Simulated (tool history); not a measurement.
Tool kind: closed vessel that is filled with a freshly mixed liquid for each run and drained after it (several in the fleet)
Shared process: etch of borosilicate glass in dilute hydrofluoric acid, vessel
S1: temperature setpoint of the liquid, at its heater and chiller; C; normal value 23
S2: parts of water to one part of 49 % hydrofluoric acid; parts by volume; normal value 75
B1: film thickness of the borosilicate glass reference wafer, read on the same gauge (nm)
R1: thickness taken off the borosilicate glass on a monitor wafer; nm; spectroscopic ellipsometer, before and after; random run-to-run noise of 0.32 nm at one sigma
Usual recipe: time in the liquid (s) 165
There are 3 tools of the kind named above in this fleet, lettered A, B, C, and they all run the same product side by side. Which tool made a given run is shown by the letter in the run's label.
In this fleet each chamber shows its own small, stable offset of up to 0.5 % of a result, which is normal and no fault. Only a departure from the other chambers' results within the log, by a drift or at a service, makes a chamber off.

{"run": "1C", "day": 0.267, "S1": 23, "S2": 75, "time in the liquid (s)": 165, "B1": 90.005, "R1": 56.18}
{"run": "2A", "day": 0.421, "S1": 23, "S2": 75, "time in the liquid (s)": 165, "B1": 90.027, "R1": 56.403}
{"run": "3B", "day": 0.592, "S1": 23, "S2": 75, "time in the liquid (s)": 165, "B1": 90.014, "R1": 56.075}
{"run": "4B", "day": 0.762, "S1": 23, "S2": 75, "time in the liquid (s)": 165, "B1": 90.021, "R1": 56.252}
{"run": "5C", "day": 0.929, "S1": 23, "S2": 75, "time in the liquid (s)": 165, "B1": 90.004, "R1": 55.914}
{"run": "6A", "day": 1.129, "S1": 23, "S2": 75, "time in the liquid (s)": 165, "B1": 90.01, "R1": 55.592}
{"run": "7B", "day": 1.279, "S1": 23, "S2": 75, "time in the liquid (s)": 165, "B1": 89.973, "R1": 56.101}
{"run": "8A", "day": 1.5, "S1": 23, "S2": 75, "time in the liquid (s)": 165, "B1": 89.994, "R1": 54.865}
{"run": "9C", "day": 1.65, "S1": 23, "S2": 75, "time in the liquid (s)": 165, "B1": 89.996, "R1": 56.087}
{"run": "10B", "day": 1.829, "S1": 18.5, "S2": 75, "time in the liquid (s)": 230, "B1": 90.014, "R1": 64.54}
{"run": "11A", "day": 2.092, "S1": 18.5, "S2": 75, "time in the liquid (s)": 230, "B1": 89.996, "R1": 63.604}
{"run": "12C", "day": 2.325, "S1": 18.5, "S2": 75, "time in the liquid (s)": 230, "B1": 89.975, "R1": 64.894}
{"run": "13A", "day": 2.538, "S1": 23, "S2": 75, "time in the liquid (s)": 165, "B1": 90.019, "R1": 54.643}
{"run": "14B", "day": 2.679, "S1": 23, "S2": 75, "time in the liquid (s)": 165, "B1": 90.013, "R1": 56.088}
{"run": "15C", "day": 2.846, "S1": 23, "S2": 75, "time in the liquid (s)": 165, "B1": 90.018, "R1": 55.992}
{"run": "16B", "day": 3.096, "S1": 23, "S2": 75, "time in the liquid (s)": 165, "B1": 90.028, "R1": 55.941}
{"run": "17A", "day": 3.221, "S1": 23, "S2": 75, "time in the liquid (s)": 165, "B1": 90.019, "R1": 53.369}
{"run": "18C", "day": 3.475, "S1": 23, "S2": 75, "time in the liquid (s)": 165, "B1": 90.026, "R1": 56.526}
{"run": "19A", "day": 3.638, "S1": 23, "S2": 75, "time in the liquid (s)": 165, "B1": 89.997, "R1": 53.997}
{"run": "20C", "day": 3.9, "S1": 23, "S2": 75, "time in the liquid (s)": 115, "B1": 90.009, "R1": 39.231}
{"run": "21B", "day": 4.025, "S1": 23, "S2": 75, "time in the liquid (s)": 115, "B1": 90.02, "R1": 39.227}

Each of the 3 chambers runs these same settings next. Fill in every chamber's results:
{"run": "22A", "day": 4.217, "S1": 23, "S2": 45, "time in the liquid (s)": 165, "R1": "?"}
{"run": "22B", "day": 4.217, "S1": 23, "S2": 45, "time in the liquid (s)": 165, "R1": "?"}
{"run": "22C", "day": 4.217, "S1": 23, "S2": 45, "time in the liquid (s)": 165, "R1": "?"}

run=22A R1=91.828
run=22B R1=98.34
run=22C R1=97.051
